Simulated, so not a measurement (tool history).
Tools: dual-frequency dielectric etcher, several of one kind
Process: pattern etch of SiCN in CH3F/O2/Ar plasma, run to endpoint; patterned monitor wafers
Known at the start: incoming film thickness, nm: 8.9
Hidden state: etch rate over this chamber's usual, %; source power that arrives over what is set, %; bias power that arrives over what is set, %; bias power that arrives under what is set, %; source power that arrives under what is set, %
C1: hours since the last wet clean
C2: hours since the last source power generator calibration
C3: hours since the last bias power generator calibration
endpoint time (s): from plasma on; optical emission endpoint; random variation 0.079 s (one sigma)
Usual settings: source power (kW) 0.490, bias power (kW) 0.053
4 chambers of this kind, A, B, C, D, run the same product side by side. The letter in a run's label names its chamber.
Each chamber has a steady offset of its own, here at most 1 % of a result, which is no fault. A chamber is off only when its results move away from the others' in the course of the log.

Run 1C, hour 10.4: usual settings; C1 118.4; C2 3095.5; C3 381.6. Result: endpoint time (s) 24.299.
Run 2D, hour 21.9: usual settings; C1 349.2; C2 4999.8; C3 720.3. Result: endpoint time (s) 24.112.
At hour 25.0: chamber C: source power generator calibrated.
Run 3B, hour 32.3: usual settings; C1 196.0; C2 310.1; C3 1119.3. Result: endpoint time (s) 24.304.
Run 4A, hour 41.3: usual settings; C1 281.5; C2 47.5; C3 922.8. Result: endpoint time (s) 24.179.
Run 5D, hour 48.9: usual settings; C1 376.2; C2 5026.8; C3 747.3. Result: endpoint time (s) 24.257.
Run 6A, hour 57.9: usual settings; C1 298.1; C2 64.1; C3 939.4. Result: endpoint time (s) 24.247.
Run 7C, hour 64.2: usual settings; C1 172.2; C2 39.3; C3 435.4. Result: endpoint time (s) 24.307.
Run 8B, hour 74.9: usual settings; C1 238.6; C2 352.7; C3 1161.9. Result: endpoint time (s) 24.325.
Run 9D, hour 86.1: usual settings; C1 413.4; C2 5064.0; C3 784.5. Result: endpoint time (s) 24.179.
Run 10A, hour 97.4: usual settings; C1 337.6; C2 103.6; C3 978.9. Result: endpoint time (s) 24.057.
Run 11B, hour 108.3: usual settings; C1 272.0; C2 386.1; C3 1195.3. Result: endpoint time (s) 24.330.
Run 12C, hour 116.9: usual settings; C1 224.9; C2 92.0; C3 488.1. Result: endpoint time (s) 24.221.
Run 13D, hour 127.0: usual settings; C1 454.3; C2 5104.9; C3 825.4. Result: endpoint time (s) 24.282.
Run 14C, hour 133.2: usual settings but source power (kW) 0.540, bias power (kW) 0.065; C1 241.2; C2 108.3; C3 504.4. Result: endpoint time (s) 21.967.
Run 15A, hour 142.8: usual settings but source power (kW) 0.540, bias power (kW) 0.065; C1 383.0; C2 149.0; C3 1024.3. Result: endpoint time (s) 21.812.
Run 16B, hour 153.8: usual settings but source power (kW) 0.540, bias power (kW) 0.065; C1 317.5; C2 431.6; C3 1240.8. Result: endpoint time (s) 21.894.
Run 17B, hour 163.4: usual settings but source power (kW) 0.540, bias power (kW) 0.065; C1 327.1; C2 441.2; C3 1250.4. Result: endpoint time (s) 21.857.
Run 18D, hour 172.1: usual settings; C1 499.4; C2 5150.0; C3 870.5. Result: endpoint time (s) 24.298.
Run 19C, hour 178.6: usual settings; C1 286.6; C2 153.7; C3 549.8. Result: endpoint time (s) 24.285.
Run 20A, hour 188.3: usual settings; C1 428.5; C2 194.5; C3 1069.8. Result: endpoint time (s) 24.188.
Run 21D, hour 198.9: usual settings; C1 526.2; C2 5176.8; C3 897.3. Result: endpoint time (s) 24.452.
Run 22A, hour 208.1: usual settings but source power (kW) 0.410; C1 448.3; C2 214.3; C3 1089.6. Result: endpoint time (s) 25.816.
Run 23B, hour 213.2: usual settings but source power (kW) 0.410; C1 376.9; C2 491.0; C3 1300.2. Result: endpoint time (s) 25.930.
Run 24C, hour 222.4: usual settings but source power (kW) 0.410; C1 330.4; C2 197.5; C3 593.6. Result: endpoint time (s) 25.957.
Run 25A, hour 228.9: usual settings but source power (kW) 0.410; C1 469.1; C2 235.1; C3 1110.4. Result: endpoint time (s) 25.863.
Run 26B, hour 235.8: usual settings; C1 399.5; C2 513.6; C3 1322.8. Result: endpoint time (s) 24.318.
Run 27C, hour 244.8: usual settings; C1 352.8; C2 219.9; C3 616.0. Result: endpoint time (s) 24.427.
Run 28D, hour 253.9: usual settings; C1 581.2; C2 5231.8; C3 952.3. Result: endpoint time (s) 24.166.
Run 29A, hour 259.2: usual settings; C1 499.4; C2 265.4; C3 1140.7. Result: endpoint time (s) 24.177.
Run 30B, hour 266.7: usual settings; C1 430.4; C2 544.5; C3 1353.7. Result: endpoint time (s) 24.240.
Run 31C, hour 272.4: usual settings; C1 380.4; C2 247.5; C3 643.6. Result: endpoint time (s) 24.137.
Run 32D, hour 282.9: usual settings; C1 610.2; C2 5260.8; C3 981.3. Result: endpoint time (s) 24.382.
Run 33C, hour 290.4: usual settings but source power (kW) 0.420, bias power (kW) 0.047; C1 398.4; C2 265.5; C3 661.6. Result: endpoint time (s) 26.675.
Run 34B, hour 298.5: usual settings but source power (kW) 0.420, bias power (kW) 0.047; C1 462.2; C2 576.3; C3 1385.5. Result: endpoint time (s) 26.815.

What goes on in this fleet: one chamber off, a drifting gauge, or nothing beyond the chambers' own small offsets? Name the chamber and the cause, if any.

No chamber stands off beyond its own small offset, and the gauge holds steady.
